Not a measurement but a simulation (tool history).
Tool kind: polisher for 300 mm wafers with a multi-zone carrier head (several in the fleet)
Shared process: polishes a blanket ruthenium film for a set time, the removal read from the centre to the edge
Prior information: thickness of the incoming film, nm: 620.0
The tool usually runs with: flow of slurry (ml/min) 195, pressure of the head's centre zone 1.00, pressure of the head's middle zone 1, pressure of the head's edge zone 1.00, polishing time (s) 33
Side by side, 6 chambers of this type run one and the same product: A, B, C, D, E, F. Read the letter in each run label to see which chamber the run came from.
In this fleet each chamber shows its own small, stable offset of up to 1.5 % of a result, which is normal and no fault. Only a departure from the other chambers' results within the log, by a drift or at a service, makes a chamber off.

run,hour,flow of slurry (ml/min),pressure of the head's centre zone,pressure of the head's middle zone,pressure of the head's edge zone,polishing time (s),wafers polished on this pad,hours since the slurry nozzle was cleaned,hours since the centre zone pressure was calibrated,hours since the edge zone pressure was calibrated,film removed at the wafer's centre (nm),film removed at mid-radius (nm),film removed at the wafer's edge (nm)
1F,4.3,195,1.00,1,1.00,33,399,71.1,878.6,531.9,31.883,32.280,32.104
2B,8.4,195,1.00,1,1.00,33,359,173.3,574.1,214.8,32.600,32.825,32.667
# hour 9.8: chamber A: worn pad replaced by a new one
3E,13.5,195,1.00,1,1.00,33,304,697.6,871.7,145.9,32.210,33.037,32.248
# hour 14.9: chamber D: worn pad replaced by a new one
4D,19.5,195,1.00,1,1.00,33,58,34.3,49.4,427.0,32.500,32.884,33.114
5C,25.0,195,1.00,1,1.00,33,389,93.1,403.5,112.5,31.777,33.176,32.562
# hour 28.4: chamber A: centre zone pressure recalibrated
6A,30.9,195,1.00,1,1.00,33,264,500.2,2.6,105.5,32.858,32.562,32.025
7F,36.8,195,1.00,1,1.00,33,806,103.6,911.1,564.4,32.522,31.912,32.126
# hour 38.0: chamber B: worn pad replaced by a new one
8D,43.9,140,0.96,1,1.00,33,364,58.7,73.8,451.4,28.743,31.533,31.536
9E,48.4,140,0.96,1,1.00,33,741,732.5,906.6,180.8,28.145,31.004,31.252
# hour 48.8: chamber E: worn pad replaced by a new one
# hour 55.3: chamber C: worn pad replaced by a new one
10C,55.8,140,0.96,1,1.00,33,6,123.9,434.3,143.3,29.155,30.033,31.086
# hour 58.5: chamber F: worn pad replaced by a new one
11B,60.2,140,0.96,1,1.00,33,278,225.1,625.9,266.6,29.519,30.943,31.207
# hour 62.5: chamber A: worn pad replaced by a new one
12A,66.9,140,0.96,1,1.00,33,55,536.2,38.6,141.5,29.469,31.145,31.107
13D,71.7,140,0.96,1,1.00,33,712,86.5,101.6,479.2,29.372,31.073,31.248
# hour 72.1: chamber D: worn pad replaced by a new one
14B,75.9,195,1.00,1,1.00,33,475,240.8,641.6,282.3,31.722,32.538,33.169
# hour 78.2: chamber C: centre zone pressure recalibrated
15C,84.3,195,1.00,1,1.00,33,363,152.4,6.1,171.8,29.098,32.352,32.698
# hour 89.0: chamber B: worn pad replaced by a new one
16A,93.2,195,1.00,1,1.00,33,384,562.5,64.9,167.8,32.973,33.195,32.026
17E,98.7,195,1.00,1,1.00,33,625,782.8,956.9,231.1,32.081,32.282,31.875
# hour 103.9: chamber B: slurry nozzle cleaned
18F,105.9,195,1.00,1,1.00,33,593,172.7,980.2,633.5,32.051,32.922,32.497
# hour 107.6: chamber E: centre zone pressure recalibrated
# hour 109.4: chamber E: worn pad replaced by a new one
# hour 110.3: chamber E: slurry nozzle cleaned
# hour 110.9: chamber A: worn pad replaced by a new one
19E,111.0,195,1.00,1,1.00,33,20,0.8,3.5,243.4,31.876,32.855,31.926
20B,116.3,220,1.00,1,0.96,33,342,12.4,682.0,322.7,32.985,32.880,32.941
# hour 119.6: chamber C: worn pad replaced by a new one
21A,124.1,220,1.00,1,0.96,33,166,593.4,95.8,198.7,33.242,33.971,32.000
# hour 127.7: chamber D: edge zone pressure recalibrated
# hour 129.2: chamber D: worn pad replaced by a new one
22D,132.6,220,1.00,1,0.96,33,43,147.4,162.5,5.0,33.314,32.958,31.684
23F,139.3,220,1.00,1,0.96,33,1012,206.1,1013.6,666.9,32.806,33.462,32.089
# hour 139.7: chamber B: worn pad replaced by a new one
24C,143.5,220,1.00,1,0.96,33,299,211.6,65.3,231.0,29.245,32.815,31.800
25B,147.3,220,1.00,1,0.96,33,96,43.4,713.0,353.7,33.273,32.333,32.480
26C,156.2,195,1.00,1,1.00,33,458,224.3,78.0,243.7,29.643,32.272,32.775
27F,161.8,195,1.00,1,1.00,33,1293,228.6,1036.1,689.4,32.068,33.104,32.039
# hour 164.4: chamber E: worn pad replaced by a new one
# hour 165.8: chamber F: worn pad replaced by a new one
# hour 169.9: chamber A: worn pad replaced by a new one
28E,170.4,195,1.00,1,1.00,33,76,60.2,62.9,302.8,32.145,32.884,32.635
# hour 174.0: chamber D: worn pad replaced by a new one
# hour 177.2: chamber C: worn pad replaced by a new one
29D,178.7,195,1.05,1,1.00,33,59,193.5,208.6,51.1,34.308,33.136,33.353
# hour 179.2: chamber F: centre zone pressure recalibrated
30A,185.9,195,1.05,1,1.00,33,201,655.2,157.6,260.5,35.006,33.119,32.080
31E,192.2,195,1.05,1,1.00,33,349,82.0,84.7,324.6,33.770,32.094,32.706
# hour 195.2: chamber B: worn pad replaced by a new one
32C,199.3,195,1.05,1,1.00,33,276,267.4,121.1,286.8,30.302,32.252,32.600
33F,205.0,195,1.05,1,1.00,33,491,271.8,25.8,732.6,34.337,32.688,32.361
34A,208.9,195,1.05,1,1.00,33,489,678.2,180.6,283.5,35.107,32.917,33.026
35D,215.7,140,1.00,1,1.00,33,522,230.5,245.6,88.1,30.675,31.374,31.245
36B,222.3,140,1.00,1,1.00,33,340,118.4,788.0,428.7,30.777,30.325,31.173
37F,227.8,140,1.00,1,1.00,33,777,294.6,48.6,755.4,30.042,30.729,30.692
38C,233.2,140,1.00,1,1.00,33,701,301.3,155.0,320.7,26.758,30.705,30.550

One chamber off, gauge drift, or nothing amiss beyond the chambers' own small offsets? If it is a chamber, which one, and what is the likeliest cause?

Chamber C came out of a service off from its peers and stayed that way.
Cause: centre zone's pressure below its setpoint, % = 9.09.

Below are 4 candidate recipes for chamber C's next run, each the usual settings with a change, their results shown as question marks. Which of them brings C's results back in line with what the other chambers give on the usual settings?
Maximum distance from the other chambers' mean on the usual settings for a result to count as in line: film removed at the wafer's centre (nm) 1.200; film removed at mid-radius (nm) 1.400; film removed at the wafer's edge (nm) 1.300
39C-1,239.5,200,1.08,0.99,0.97,34,,,,,?,?,?
39C-2,239.5,205,1.14,0.98,0.95,34,,,,,?,?,?
39C-3,239.5,185,0.86,1.02,1.05,32,,,,,?,?,?
39C-4,239.5,190,0.93,1.02,1.03,32,,,,,?,?,?

The other chambers' mean on the usual settings: film removed at the wafer's centre (nm) 32.449; film removed at mid-radius (nm) 32.638; film removed at the wafer's edge (nm) 32.481
run,film removed at the wafer's centre (nm),film removed at mid-radius (nm),film removed at the wafer's edge (nm)
39C-1,32.632,33.106,32.967
39C-2,34.750,32.902,32.699
39C-3,23.558,31.698,32.078
39C-4,25.828,31.815,31.841
Change 39C-1 lands the chamber within the allowed miss of the other chambers.
